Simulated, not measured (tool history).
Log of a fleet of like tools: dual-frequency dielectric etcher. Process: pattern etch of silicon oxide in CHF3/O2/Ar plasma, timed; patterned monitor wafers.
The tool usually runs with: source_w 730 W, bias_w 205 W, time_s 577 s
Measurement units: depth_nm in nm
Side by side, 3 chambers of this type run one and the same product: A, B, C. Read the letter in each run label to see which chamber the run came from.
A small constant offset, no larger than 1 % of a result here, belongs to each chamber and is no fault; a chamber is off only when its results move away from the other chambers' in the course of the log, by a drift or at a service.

run,hour,source_w,bias_w,time_s,hours since the last wet clean,hours since the last source power generator calibration,hours since the last bias power generator calibration,"read-back reference wafer on the same gauge, depth_nm",depth_nm
1A,3.9,730,205,577,84.3,671,1488.2,1451.5,1290.6
2B,8,730,205,577,266.4,781.7,3257.1,1451.4,1282.2
3C,11.5,730,205,577,33.2,160.5,928,1451,1290.9
4A,17.6,730,205,577,98,684.7,1501.9,1449.6,1279.2
5B,21.9,650,178,577,280.3,795.6,3271,1448.8,1161.8
6C,26.9,650,178,577,48.6,175.9,943.4,1449.7,1166.5
7B,31.4,650,178,577,289.8,805.1,3280.5,1449.6,1146.3
8A,36.9,730,205,577,117.3,704,1521.2,1450.5,1284.7
9C,40.7,730,205,577,62.4,189.7,957.2,1449.7,1288.1
10B,46.1,730,205,577,304.5,819.8,3295.2,1449.2,1276.1
11A,50.6,730,205,577,131,717.7,1534.9,1451,1281.3
12C,55.2,730,205,577,76.9,204.2,971.7,1451,1281.6
13C,59.5,730,246,577,81.2,208.5,976,1450.8,1363.7
14B,62.7,730,246,577,321.1,836.4,3311.8,1449.5,1356.8
15A,66.9,730,246,577,147.3,734,1551.2,1451.2,1361.6
16C,73,730,205,577,94.7,222,989.5,1448.4,1279.4
17B,77.9,730,205,577,336.3,851.6,3327,1450,1270.1
18A,80.8,730,205,577,161.2,747.9,1565.1,1451.4,1291.7
19A,83.7,730,205,577,164.1,750.8,1568,1450.6,1285.6
20B,86.8,730,205,577,345.2,860.5,3335.9,1450.8,1267.8
21C,91.8,730,205,577,113.5,240.8,1008.3,1451,1289.1
22A,97.7,730,205,577,178.1,764.8,1582,1450.7,1284.6
23C,102.8,730,205,577,124.5,251.8,1019.3,1450.2,1289.9
24B,105.6,730,205,577,364,879.3,3354.7,1451.1,1265.9
25B,108.7,730,205,697,367.1,882.4,3357.8,1450.5,1535.9
26A,112.2,730,205,697,192.6,779.3,1596.5,1450.6,1555.3
27C,118.1,730,205,697,139.8,267.1,1034.6,1451.3,1546.8
28B,122.1,600,205,435.5,380.5,895.8,3371.2,1449.7,888.61
29A,125.5,600,205,435.5,205.9,792.6,1609.8,1449,905.7
30C,129.9,600,205,435.5,151.6,278.9,1046.4,1449.9,902.71
31B,134.6,730,205,577,393,908.3,3383.7,1451.8,1265
32C,139.3,730,205,577,161,288.3,1055.8,1450.6,1294.6
33A,142.1,730,205,577,222.5,809.2,1626.4,1452.2,1294.3
34C,147,870,205,577,168.7,296,1063.5,1449.2,1368.6
35A,151.4,870,205,577,231.8,818.5,1635.7,1448.4,1375
36B,157,870,205,577,415.4,930.7,3406.1,1449.4,1360.3
37B,159.9,890,205,729.5,418.3,933.6,3409,1448.7,1740.8
38C,163,890,205,729.5,184.7,312,1079.5,1450.1,1746.9

The same settings go to every chamber for the next run, one line per chamber below. Forecast the results for each:
39A,167.4,730,205,577,,,,,?
39B,167.4,730,205,577,,,,,?
39C,167.4,730,205,577,,,,,?

run,depth_nm
39A,1289.8
39B,1291.4
39C,1274.4
